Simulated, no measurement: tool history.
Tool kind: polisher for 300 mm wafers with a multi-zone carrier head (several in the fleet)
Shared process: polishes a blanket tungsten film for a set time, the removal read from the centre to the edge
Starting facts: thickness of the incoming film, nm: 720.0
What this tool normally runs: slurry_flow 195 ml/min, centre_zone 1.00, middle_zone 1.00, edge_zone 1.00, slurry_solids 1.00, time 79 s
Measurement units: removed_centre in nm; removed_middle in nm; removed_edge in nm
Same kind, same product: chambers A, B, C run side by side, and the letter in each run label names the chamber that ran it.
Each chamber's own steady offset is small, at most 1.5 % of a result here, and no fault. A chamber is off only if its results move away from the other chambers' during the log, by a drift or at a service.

run,day,slurry_flow,centre_zone,middle_zone,edge_zone,slurry_solids,time,wafers polished on this pad,hours since the slurry nozzle was cleaned,hours since the centre zone pressure was calibrated,hours since the edge zone pressure was calibrated,removed_centre,removed_middle,removed_edge
# day 0.075: chamber B: edge zone pressure recalibrated
1A,0.292,195,1.00,1.00,1.00,1.00,79,703,18.3,622.4,371.9,206.26,206.58,208.65
2B,0.542,195,1.00,1.00,1.00,1.00,79,592,180.8,275.7,11.2,205.07,211.61,207.34
# day 0.567: chamber A: worn pad replaced by a new one
3C,0.821,195,1.00,1.00,1.00,1.00,79,795,168.3,513.1,103.0,208.57,210.20,203.82
# day 0.925: chamber B: worn pad replaced by a new one
# day 0.954: chamber C: worn pad replaced by a new one
4A,1.154,195,1.00,1.00,1.00,1.00,79,179,39.0,643.1,392.6,207.16,206.66,208.81
5C,1.383,195,1.00,1.00,1.00,1.00,79,131,181.8,526.6,116.5,207.44,207.85,203.33
6B,1.554,195,1.00,1.00,1.00,1.00,79,191,205.1,300.0,35.5,201.86,206.28,203.09
7C,1.733,195,1.00,1.10,1.06,1.00,79,237,190.2,535.0,124.9,205.55,226.39,208.97
8A,2.067,195,1.00,1.10,1.06,1.00,79,456,60.9,665.0,414.5,209.14,225.75,213.90
9B,2.354,195,1.00,1.10,1.06,1.00,79,435,224.3,319.2,54.7,204.90,226.67,211.41
10A,2.579,195,1.04,0.94,1.00,1.00,79,612,73.2,677.3,426.8,214.80,196.99,207.93
# day 2.808: chamber A: worn pad replaced by a new one
11C,2.829,195,1.04,0.94,1.00,1.00,79,571,216.5,561.3,151.2,216.92,195.39,204.56
# day 2.842: chamber C: centre zone pressure recalibrated
12B,3.058,195,1.04,0.94,1.00,1.00,79,649,241.2,336.1,71.6,211.44,192.52,204.84
13B,3.271,195,1.00,1.00,1.00,1.00,79,714,246.3,341.2,76.7,202.93,207.77,210.30
14A,3.467,195,1.00,1.00,1.00,1.00,79,201,94.5,698.6,448.1,209.72,206.57,205.22
# day 3.612: chamber B: worn pad replaced by a new one
15C,3.738,195,1.08,1.00,1.00,1.25,79,848,238.3,21.5,173.0,224.50,218.96,214.37
# day 3.808: chamber B: centre zone pressure recalibrated
16B,3.988,195,1.08,1.00,1.00,1.25,79,114,263.5,4.4,93.9,231.44,219.06,219.08
# day 4.067: chamber C: worn pad replaced by a new one
17A,4.321,195,1.08,1.00,1.00,1.25,79,461,115.0,719.1,468.6,238.42,221.96,217.09
18C,4.579,195,1.00,1.00,1.00,1.00,79,156,258.5,41.7,193.2,195.81,207.47,205.92
19A,4.896,195,1.00,1.00,1.00,1.00,79,636,128.8,732.9,482.4,210.18,205.63,204.76
20B,5.171,195,1.00,1.00,1.00,1.00,79,474,291.9,32.8,122.3,202.87,208.59,208.93
# day 5.362: chamber A: worn pad replaced by a new one
21C,5.517,195,1.00,1.00,1.00,1.00,79,441,281.0,64.2,215.7,196.42,206.35,206.11
22A,5.688,195,1.00,1.00,1.00,1.00,79,99,147.8,751.9,501.4,208.33,208.54,206.87
23C,6.012,195,1.00,1.00,1.00,1.00,79,592,292.9,76.1,227.6,196.40,206.76,201.25
24B,6.354,195,1.00,1.00,1.00,1.10,79,835,320.3,61.2,150.7,207.90,212.03,210.33

What goes on in this fleet: one chamber off, a drifting gauge, or nothing beyond the chambers' own small offsets? Name the chamber and the cause, if any.

A service left chamber C off against the others.
Likeliest cause: centre zone's pressure below its setpoint, % = 4.97.

Which of the 4 candidates below, each the usual settings with something changed and its results left as question marks, puts chamber C back in line with what the other chambers give on the usual settings?
In line means no further than this from the other chambers' mean on the usual settings: removed_centre 5.60 nm; removed_middle 6.40 nm; removed_edge 7.50 nm
25C-1,6.625,190,0.93,1.02,1.02,1.00,78,,,,,?,?,?
25C-2,6.625,200,1.07,0.98,0.98,1.00,80,,,,,?,?,?
25C-3,6.625,195,0.97,1.01,1.01,1.00,78,,,,,?,?,?
25C-4,6.625,195,1.03,0.99,0.99,1.00,80,,,,,?,?,?

The other chambers' mean on the usual settings: removed_centre 205.39 nm; removed_middle 207.55 nm; removed_edge 206.30 nm
run,removed_centre,removed_middle,removed_edge
25C-1,178.59,208.80,204.14
25C-2,215.06,207.80,206.27
25C-3,187.79,207.67,203.69
25C-4,205.54,209.03,206.77
It is 25C-4 that realigns the chamber with its peers.

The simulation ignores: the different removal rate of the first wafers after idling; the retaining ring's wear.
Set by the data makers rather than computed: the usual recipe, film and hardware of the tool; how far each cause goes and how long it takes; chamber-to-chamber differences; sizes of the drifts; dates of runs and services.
